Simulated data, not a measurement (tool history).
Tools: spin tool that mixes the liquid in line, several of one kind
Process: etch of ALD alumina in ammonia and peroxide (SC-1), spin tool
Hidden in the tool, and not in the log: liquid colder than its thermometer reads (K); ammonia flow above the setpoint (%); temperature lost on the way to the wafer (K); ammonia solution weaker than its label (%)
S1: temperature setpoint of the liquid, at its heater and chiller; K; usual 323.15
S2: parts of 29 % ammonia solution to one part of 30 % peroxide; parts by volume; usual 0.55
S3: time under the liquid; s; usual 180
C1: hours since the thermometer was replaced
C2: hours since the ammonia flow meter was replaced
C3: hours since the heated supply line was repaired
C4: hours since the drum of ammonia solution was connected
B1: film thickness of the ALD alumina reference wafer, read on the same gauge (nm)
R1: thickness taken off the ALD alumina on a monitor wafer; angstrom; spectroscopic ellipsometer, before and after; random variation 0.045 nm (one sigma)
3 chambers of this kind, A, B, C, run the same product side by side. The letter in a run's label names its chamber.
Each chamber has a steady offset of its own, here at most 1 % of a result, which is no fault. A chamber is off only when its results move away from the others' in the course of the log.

run	hour	S1	S2	S3	C1	C2	C3	C4	B1	R1
# hour 8.8: chamber B: new drum of ammonia solution connected
1A	10.2	323.15	0.55	180	502.8	251.5	2992.9	519.5	140.02	76.830
2C	16.3	323.15	0.55	180	1198.1	351.8	782.9	718.0	140.01	76.979
3B	21.9	323.15	0.55	180	720.4	554.9	1197.3	13.1	140.00	77.341
4A	27.6	323.15	0.55	180	520.2	268.9	3010.3	536.9	140.00	77.727
# hour 31.5: chamber B: thermometer replaced
5B	35.6	315.15	0.55	110	4.2	568.6	1211.0	26.8	139.99	29.942
6C	45.8	315.15	0.55	110	1227.6	381.3	812.4	747.5	140.04	30.479
7A	54.6	315.15	0.55	110	547.2	295.9	3037.3	563.9	140.02	30.072
8B	62.6	323.15	0.55	180	31.2	595.6	1238.0	53.8	140.02	77.432
9C	70.8	326.65	0.55	180	1252.6	406.3	837.4	772.5	140.01	93.730
10C	76.7	326.65	0.55	180	1258.5	412.2	843.3	778.4	139.99	93.613
11A	82.4	326.65	0.55	180	575.0	323.7	3065.1	591.7	139.99	92.415
# hour 84.3: chamber A: new drum of ammonia solution connected
12B	87.2	323.15	0.55	180	55.8	620.2	1262.6	78.4	140.02	76.495
13B	96.1	323.15	0.55	180	64.7	629.1	1271.5	87.3	139.99	75.460
14A	102.1	313.65	0.55	180	594.7	343.4	3084.8	17.8	139.99	44.386
15C	107.3	313.65	0.55	180	1289.1	442.8	873.9	809.0	140.00	44.706
16A	111.8	313.65	0.55	180	604.4	353.1	3094.5	27.5	139.99	45.059
17C	119.8	323.15	0.35	285	1301.6	455.3	886.4	821.5	140.00	116.690
18B	125.0	323.15	0.35	285	93.6	658.0	1300.4	116.2	140.00	113.450
19A	130.9	323.15	0.35	285	623.5	372.2	3113.6	46.6	139.99	118.410
20B	137.5	323.15	0.55	180	106.1	670.5	1312.9	128.7	140.02	73.805

What goes on in this fleet: one chamber off, a drifting gauge, or nothing beyond the chambers' own small offsets? Name the chamber and the cause, if any.

Chamber B drifts away from the others.
Cause: temperature lost on the way to the wafer (K) = 1.22.
The log may not tell that from: liquid colder than its thermometer reads (K).

Here are 4 candidates for chamber B's next run, each the usual settings with a change, their results left as question marks. Which one brings its results back in line with what the others give on the usual settings?
In line means no further than this from the other chambers' mean on the usual settings: R1 1.600 angstrom
21B-1	144.9	321.15	0.55	180						?
21B-2	144.9	323.15	0.55	190						?
21B-3	144.9	324.15	0.55	190						?
21B-4	144.9	322.65	0.55	175						?

The other chambers' mean on the usual settings: R1 77.507 angstrom
run	R1
21B-1	65.380
21B-2	77.255
21B-3	81.690
21B-4	69.206
21B-2 brings the chamber back in line.

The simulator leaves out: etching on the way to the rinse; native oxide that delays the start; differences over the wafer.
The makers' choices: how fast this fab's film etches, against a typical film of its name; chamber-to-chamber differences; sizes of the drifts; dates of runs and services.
